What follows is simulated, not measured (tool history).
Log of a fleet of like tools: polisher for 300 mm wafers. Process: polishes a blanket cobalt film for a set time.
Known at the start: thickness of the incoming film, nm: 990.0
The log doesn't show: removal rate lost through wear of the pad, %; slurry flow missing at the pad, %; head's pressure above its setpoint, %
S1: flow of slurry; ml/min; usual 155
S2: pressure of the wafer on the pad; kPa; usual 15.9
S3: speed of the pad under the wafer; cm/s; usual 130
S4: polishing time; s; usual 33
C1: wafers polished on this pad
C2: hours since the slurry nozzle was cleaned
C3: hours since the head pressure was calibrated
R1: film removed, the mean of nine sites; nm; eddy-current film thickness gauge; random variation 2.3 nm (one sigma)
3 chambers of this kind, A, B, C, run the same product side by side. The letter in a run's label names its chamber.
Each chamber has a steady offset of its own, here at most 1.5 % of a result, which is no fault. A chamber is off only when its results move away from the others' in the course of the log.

Run 1A, hour 10.2: usual settings; C1 486; C2 427.4; C3 1090.6. Result: R1 265.47 nm.
At hour 13.9: chamber A: head pressure recalibrated.
At hour 18.7: chamber B: head pressure recalibrated.
Run 2B, hour 19.1: usual settings; C1 147; C2 190.2; C3 0.5. Result: R1 272.43 nm.
At hour 26.1: chamber A: worn pad replaced by a new one.
Run 3C, hour 33.8: usual settings; C1 824; C2 245.1; C3 382.4. Result: R1 271.54 nm.
Run 4A, hour 42.5: usual settings; C1 124; C2 459.7; C3 28.6. Result: R1 273.41 nm.
At hour 45: chamber C: worn pad replaced by a new one.
Run 5B, hour 54.1: usual settings; C1 411; C2 225.2; C3 35.5. Result: R1 273.65 nm.
At hour 54.6: chamber A: slurry nozzle cleaned.
Run 6C, hour 69.3: usual settings; C1 184; C2 280.6; C3 417.9. Result: R1 265.91 nm.
Run 7A, hour 82.1: usual settings; C1 424; C2 27.6; C3 68.2. Result: R1 272.74 nm.
Run 8C, hour 91.3: usual settings; C1 350; C2 302.6; C3 439.9. Result: R1 270.67 nm.
Run 9B, hour 104.5: usual settings; C1 793; C2 275.6; C3 85.9. Result: R1 268.38 nm.
At hour 105.8: chamber A: worn pad replaced by a new one.
At hour 113.9: chamber B: slurry nozzle cleaned.
Run 10C, hour 120.1: usual settings; C1 568; C2 331.4; C3 468.7. Result: R1 268.77 nm.
Run 11B, hour 134.3: usual settings; C1 1018; C2 20.5; C3 115.7. Result: R1 272.68 nm.
At hour 141.6: chamber B: worn pad replaced by a new one.
Run 12A, hour 143: usual settings but S3 160 cm/s, S4 23 s; C1 282; C2 88.5; C3 129.1. Result: R1 229.38 nm.
Run 13B, hour 153.5: usual settings but S3 160 cm/s, S4 23 s; C1 90; C2 39.7; C3 134.9. Result: R1 232.74 nm.
Run 14C, hour 160.5: usual settings but S3 160 cm/s, S4 23 s; C1 874; C2 371.8; C3 509.1. Result: R1 232.96 nm.
Run 15A, hour 168.4: usual settings; C1 474; C2 113.9; C3 154.5. Result: R1 269.07 nm.
Run 16B, hour 184.4: usual settings; C1 323; C2 70.6; C3 165.8. Result: R1 271.14 nm.
At hour 193.7: chamber C: worn pad replaced by a new one.
At hour 194.5: chamber A: worn pad replaced by a new one.
Run 17A, hour 195: usual settings but S1 185 ml/min; C1 3; C2 140.5; C3 181.1. Result: R1 278.54 nm.
Run 18C, hour 202.3: usual settings but S1 185 ml/min; C1 65; C2 413.6; C3 550.9. Result: R1 277.4 nm.
At hour 202.8: chamber C: slurry nozzle cleaned.
Run 19C, hour 218.2: usual settings but S1 185 ml/min; C1 185; C2 15.5; C3 566.8. Result: R1 283.48 nm.
Run 20B, hour 230.8: usual settings; C1 675; C2 117; C3 212.2. Result: R1 269.63 nm.
Run 21A, hour 242.3: usual settings; C1 361; C2 187.8; C3 228.4. Result: R1 272.17 nm.
Run 22A, hour 252.7: usual settings; C1 440; C2 198.2; C3 238.8. Result: R1 269.66 nm.
At hour 264.2: chamber B: worn pad replaced by a new one.
Run 23C, hour 267: usual settings but S2 19.3 kPa; C1 554; C2 64.3; C3 615.6. Result: R1 330.56 nm.
Run 24B, hour 278: usual settings but S2 19.3 kPa; C1 104; C2 164.2; C3 259.4. Result: R1 335.98 nm.
At hour 279.3: chamber A: worn pad replaced by a new one.
Run 25B, hour 288.4: usual settings but S2 19.3 kPa; C1 183; C2 174.6; C3 269.8. Result: R1 328.69 nm.
Run 26C, hour 304.6: usual settings; C1 839; C2 101.9; C3 653.2. Result: R1 266.86 nm.
Run 27A, hour 314.8: usual settings but S2 17.9 kPa; C1 268; C2 260.3; C3 300.9. Result: R1 305.82 nm.
Run 28A, hour 323.6: usual settings but S2 17.9 kPa; C1 335; C2 269.1; C3 309.7. Result: R1 307.06 nm.
At hour 323.8: chamber C: worn pad replaced by a new one.
Run 29B, hour 333.9: usual settings but S2 17.9 kPa; C1 527; C2 220.1; C3 315.3. Result: R1 305.43 nm.
Run 30C, hour 343.8: usual settings; C1 151; C2 141.1; C3 692.4. Result: R1 276.34 nm.
Run 31B, hour 351.1: usual settings; C1 657; C2 237.3; C3 332.5. Result: R1 272.27 nm.
Run 32A, hour 362.2: usual settings but S3 114 cm/s, S4 42 s; C1 627; C2 307.7; C3 348.3. Result: R1 306.56 nm.

Is one chamber off against the others, does the gauge drift, or is nothing wrong? If a chamber is off, say which, and what the likeliest cause is.

No chamber stands off beyond its own small offset, and the gauge holds steady.

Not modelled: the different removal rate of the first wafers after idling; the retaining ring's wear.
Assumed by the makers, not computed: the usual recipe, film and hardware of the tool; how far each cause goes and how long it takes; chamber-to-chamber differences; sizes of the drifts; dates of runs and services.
